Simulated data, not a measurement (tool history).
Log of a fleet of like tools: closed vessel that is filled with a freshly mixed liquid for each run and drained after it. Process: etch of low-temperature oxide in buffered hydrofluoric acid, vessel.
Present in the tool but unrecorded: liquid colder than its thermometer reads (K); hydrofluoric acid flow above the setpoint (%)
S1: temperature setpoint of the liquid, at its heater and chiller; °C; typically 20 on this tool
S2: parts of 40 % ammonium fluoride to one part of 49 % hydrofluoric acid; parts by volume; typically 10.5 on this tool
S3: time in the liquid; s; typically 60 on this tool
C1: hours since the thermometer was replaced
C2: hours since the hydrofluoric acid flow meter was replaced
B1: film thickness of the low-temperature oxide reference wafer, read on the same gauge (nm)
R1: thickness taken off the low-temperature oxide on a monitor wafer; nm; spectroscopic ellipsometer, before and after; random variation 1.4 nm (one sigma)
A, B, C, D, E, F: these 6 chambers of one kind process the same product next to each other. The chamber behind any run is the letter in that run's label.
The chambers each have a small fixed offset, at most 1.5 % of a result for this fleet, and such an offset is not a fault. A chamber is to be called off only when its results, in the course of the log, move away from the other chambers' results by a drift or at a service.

| run | hour | S1 | S2 | S3 | C1 | C2 | B1 | R1 |
|---|---|---|---|---|---|---|---|---|
| 1B | 10.5 | 20 | 10.5 | 60 | 668.0 | 1383.3 | 39.972 | 308.46 |
| 2D | 18.9 | 20 | 10.5 | 60 | 465.2 | 745.4 | 40.008 | 306.06 |
| 3F | 27.5 | 20 | 10.5 | 60 | 1705.9 | 309.8 | 40.055 | 302.02 |
| 4C | 36.8 | 20 | 10.5 | 60 | 163.4 | 460.7 | 39.991 | 304.62 |
| 5A | 42.5 | 20 | 10.5 | 60 | 105.7 | 1604.2 | 40.023 | 304.93 |
| 6E | 51.2 | 20 | 10.5 | 60 | 53.7 | 491.3 | 40.030 | 308.89 |
| 7B | 59.2 | 20 | 10.5 | 60 | 716.7 | 1432.0 | 39.995 | 306.21 |
| 8A | 64.4 | 20 | 10.5 | 60 | 127.6 | 1626.1 | 40.014 | 308.87 |
| 9D | 74.7 | 20 | 10.5 | 60 | 521.0 | 801.2 | 40.003 | 306.10 |
| 10E | 80.1 | 20 | 10.5 | 60 | 82.6 | 520.2 | 39.994 | 307.61 |
| 11F | 88.3 | 20 | 9.0 | 85 | 1766.7 | 370.6 | 40.010 | 481.88 |
| 12C | 96.9 | 20 | 9.0 | 85 | 223.5 | 520.8 | 40.009 | 481.34 |
| 13C | 106.0 | 20 | 9.0 | 85 | 232.6 | 529.9 | 39.964 | 481.01 |
| 14A | 115.6 | 20 | 9.0 | 85 | 178.8 | 1677.3 | 39.973 | 482.23 |
| 15B | 124.2 | 20 | 9.0 | 85 | 781.7 | 1497.0 | 39.992 | 483.95 |
| 16E | 131.7 | 20 | 9.0 | 85 | 134.2 | 571.8 | 40.013 | 481.15 |
| 17D | 139.4 | 20 | 10.5 | 60 | 585.7 | 865.9 | 39.995 | 307.40 |
| 18F | 149.3 | 20 | 10.5 | 60 | 1827.7 | 431.6 | 39.987 | 300.23 |
| 19D | 160.6 | 20 | 10.5 | 60 | 606.9 | 887.1 | 40.025 | 309.07 |
| 20E | 171.7 | 20 | 10.5 | 60 | 174.2 | 611.8 | 40.006 | 306.78 |
| 21B | 178.7 | 20 | 10.5 | 60 | 836.2 | 1551.5 | 39.976 | 301.26 |
| 22A | 189.6 | 20 | 10.5 | 60 | 252.8 | 1751.3 | 39.997 | 302.86 |
| 23F | 196.0 | 20 | 10.5 | 60 | 1874.4 | 478.3 | 39.962 | 302.11 |
| 24C | 205.8 | 20 | 10.5 | 60 | 332.4 | 629.7 | 39.996 | 301.79 |
| 25C | 213.9 | 20 | 10.5 | 80 | 340.5 | 637.8 | 39.962 | 407.10 |
| 26A | 221.9 | 20 | 10.5 | 80 | 285.1 | 1783.6 | 39.987 | 406.47 |
| 27B | 232.0 | 20 | 10.5 | 80 | 889.5 | 1604.8 | 40.011 | 400.54 |
| 28E | 242.8 | 20 | 10.5 | 80 | 245.3 | 682.9 | 40.057 | 407.82 |
| 29D | 253.6 | 20 | 10.5 | 80 | 699.9 | 980.1 | 39.993 | 414.79 |
| 30F | 259.2 | 20 | 10.5 | 80 | 1937.6 | 541.5 | 39.990 | 405.29 |
|  | 263.9 | chamber F: hydrofluoric acid flow meter replaced |
| 31C | 266.7 | 20 | 10.5 | 60 | 393.3 | 690.6 | 40.003 | 303.51 |
| 32F | 277.2 | 20 | 10.5 | 60 | 1955.6 | 13.3 | 40.024 | 300.69 |
| 33B | 286.7 | 23 | 10.5 | 60 | 944.2 | 1659.5 | 39.992 | 351.94 |
| 34E | 295.0 | 23 | 10.5 | 60 | 297.5 | 735.1 | 40.030 | 359.23 |
| 35A | 305.0 | 23 | 10.5 | 60 | 368.2 | 1866.7 | 40.030 | 361.59 |
| 36D | 313.5 | 23 | 10.5 | 60 | 759.8 | 1040.0 | 39.984 | 365.20 |
| 37C | 324.6 | 23 | 10.5 | 60 | 451.2 | 748.5 | 40.013 | 357.93 |

All 6 chambers run these settings next. Forecast each chamber's results:
| 38A | 333.0 | 20 | 10.5 | 80 |  |  |  | ? |
| 38B | 333.0 | 20 | 10.5 | 80 |  |  |  | ? |
| 38C | 333.0 | 20 | 10.5 | 80 |  |  |  | ? |
| 38D | 333.0 | 20 | 10.5 | 80 |  |  |  | ? |
| 38E | 333.0 | 20 | 10.5 | 80 |  |  |  | ? |
| 38F | 333.0 | 20 | 10.5 | 80 |  |  |  | ? |

| run | R1 |
|---|---|
| 38A | 405.95 |
| 38B | 391.67 |
| 38C | 404.19 |
| 38D | 407.55 |
| 38E | 409.42 |
| 38F | 405.51 |
